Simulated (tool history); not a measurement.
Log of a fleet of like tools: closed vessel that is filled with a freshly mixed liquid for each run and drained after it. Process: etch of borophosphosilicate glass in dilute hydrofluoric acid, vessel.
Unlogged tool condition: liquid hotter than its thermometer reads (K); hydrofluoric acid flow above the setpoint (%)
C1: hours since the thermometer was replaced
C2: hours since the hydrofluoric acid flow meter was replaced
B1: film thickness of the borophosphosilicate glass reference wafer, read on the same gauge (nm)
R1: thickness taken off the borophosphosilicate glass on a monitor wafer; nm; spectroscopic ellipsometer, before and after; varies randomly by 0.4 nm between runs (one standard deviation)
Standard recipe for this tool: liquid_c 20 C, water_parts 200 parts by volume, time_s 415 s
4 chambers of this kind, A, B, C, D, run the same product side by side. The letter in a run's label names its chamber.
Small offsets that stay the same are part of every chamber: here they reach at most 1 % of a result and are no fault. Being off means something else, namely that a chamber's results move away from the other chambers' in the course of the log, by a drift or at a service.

Run 1B, hour 8: usual settings; C1 97.3; C2 1552.7; B1 129.97. Result: R1 56.02 nm.
Run 2A, hour 14.3: usual settings; C1 202.4; C2 1216; B1 129.98. Result: R1 56.484 nm.
Run 3D, hour 22: usual settings; C1 988.4; C2 244.8; B1 130. Result: R1 56.615 nm.
Run 4C, hour 27.8: usual settings; C1 549.1; C2 176.1; B1 129.96. Result: R1 56.793 nm.
At hour 32.1: chamber B: hydrofluoric acid flow meter replaced.
Run 5B, hour 35.5: usual settings; C1 124.8; C2 3.5; B1 130.01. Result: R1 57.292 nm.
Run 6D, hour 39.9: usual settings; C1 1006.3; C2 262.7; B1 129.97. Result: R1 56.978 nm.
Run 7C, hour 44.2: usual settings; C1 565.5; C2 192.5; B1 130. Result: R1 55.78 nm.
Run 8A, hour 48.9: usual settings but liquid_c 23.5 C, water_parts 240 parts by volume; C1 237; C2 1250.6; B1 130. Result: R1 51.943 nm.
Run 9D, hour 55.9: usual settings but liquid_c 23.5 C, water_parts 240 parts by volume; C1 1022.3; C2 278.7; B1 130.01. Result: R1 52.201 nm.
Run 10C, hour 60.3: usual settings but liquid_c 23.5 C, water_parts 240 parts by volume; C1 581.6; C2 208.6; B1 130.01. Result: R1 51.357 nm.
Run 11A, hour 68.2: usual settings but liquid_c 23.5 C, water_parts 240 parts by volume; C1 256.3; C2 1269.9; B1 130.01. Result: R1 52.392 nm.
Run 12B, hour 74.1: usual settings; C1 163.4; C2 42.1; B1 129.99. Result: R1 56.497 nm.
Run 13C, hour 81.5: usual settings; C1 602.8; C2 229.8; B1 129.99. Result: R1 56.948 nm.
Run 14B, hour 85.8: usual settings; C1 175.1; C2 53.8; B1 130. Result: R1 56.251 nm.
Run 15D, hour 93.2: usual settings; C1 1059.6; C2 316; B1 130.02. Result: R1 56.414 nm.
Run 16A, hour 97.9: usual settings; C1 286; C2 1299.6; B1 130. Result: R1 58.181 nm.
Run 17C, hour 105.2: usual settings; C1 626.5; C2 253.5; B1 130.02. Result: R1 55.638 nm.
Run 18B, hour 113: usual settings; C1 202.3; C2 81; B1 129.98. Result: R1 57.141 nm.
Run 19A, hour 119.5: usual settings but water_parts 120 parts by volume; C1 307.6; C2 1321.2; B1 129.98. Result: R1 106.13 nm.
Run 20D, hour 124.4: usual settings but water_parts 120 parts by volume; C1 1090.8; C2 347.2; B1 130.02. Result: R1 103.09 nm.
Run 21C, hour 129.3: usual settings but water_parts 120 parts by volume; C1 650.6; C2 277.6; B1 130.01. Result: R1 102.82 nm.
Run 22D, hour 137.3: usual settings but water_parts 120 parts by volume; C1 1103.7; C2 360.1; B1 129.99. Result: R1 102.67 nm.
Run 23A, hour 144.3: usual settings; C1 332.4; C2 1346; B1 129.98. Result: R1 58.625 nm.
Run 24B, hour 148.5: usual settings; C1 237.8; C2 116.5; B1 129.99. Result: R1 57.002 nm.
Run 25A, hour 152.4: usual settings; C1 340.5; C2 1354.1; B1 129.99. Result: R1 59.141 nm.
Run 26D, hour 160.3: usual settings; C1 1126.7; C2 383.1; B1 129.99. Result: R1 56.747 nm.
Run 27B, hour 164.3: usual settings; C1 253.6; C2 132.3; B1 130. Result: R1 56.383 nm.
Run 28C, hour 170.2: usual settings; C1 691.5; C2 318.5; B1 130. Result: R1 56.207 nm.
Run 29C, hour 175.7: usual settings; C1 697; C2 324; B1 130. Result: R1 56.97 nm.
At hour 181.3: chamber D: hydrofluoric acid flow meter replaced.
At hour 182.2: chamber A: hydrofluoric acid flow meter replaced.
Run 30A, hour 183.7: usual settings; C1 371.8; C2 1.6; B1 130. Result: R1 58.717 nm.
Run 31B, hour 188.2: usual settings; C1 277.5; C2 156.2; B1 129.97. Result: R1 56.896 nm.
Run 32D, hour 195.9: usual settings; C1 1162.3; C2 14.7; B1 129.98. Result: R1 56.476 nm.
Run 33C, hour 199.4: usual settings; C1 720.7; C2 347.7; B1 130.01. Result: R1 56.54 nm.
Run 34D, hour 205.8: usual settings; C1 1172.2; C2 24.6; B1 129.99. Result: R1 56.586 nm.
Run 35A, hour 210.5: usual settings; C1 398.6; C2 28.4; B1 129.99. Result: R1 60.121 nm.

Next, every chamber runs the same settings. What will each give?
Run 36A, hour 216.3: usual settings. Result: R1 ?.
Run 36B, hour 216.3: usual settings. Result: R1 ?.
Run 36C, hour 216.3: usual settings. Result: R1 ?.
Run 36D, hour 216.3: usual settings. Result: R1 ?.

run      R1
36A  60.191
36B  56.613
36C   55.59
36D  56.499

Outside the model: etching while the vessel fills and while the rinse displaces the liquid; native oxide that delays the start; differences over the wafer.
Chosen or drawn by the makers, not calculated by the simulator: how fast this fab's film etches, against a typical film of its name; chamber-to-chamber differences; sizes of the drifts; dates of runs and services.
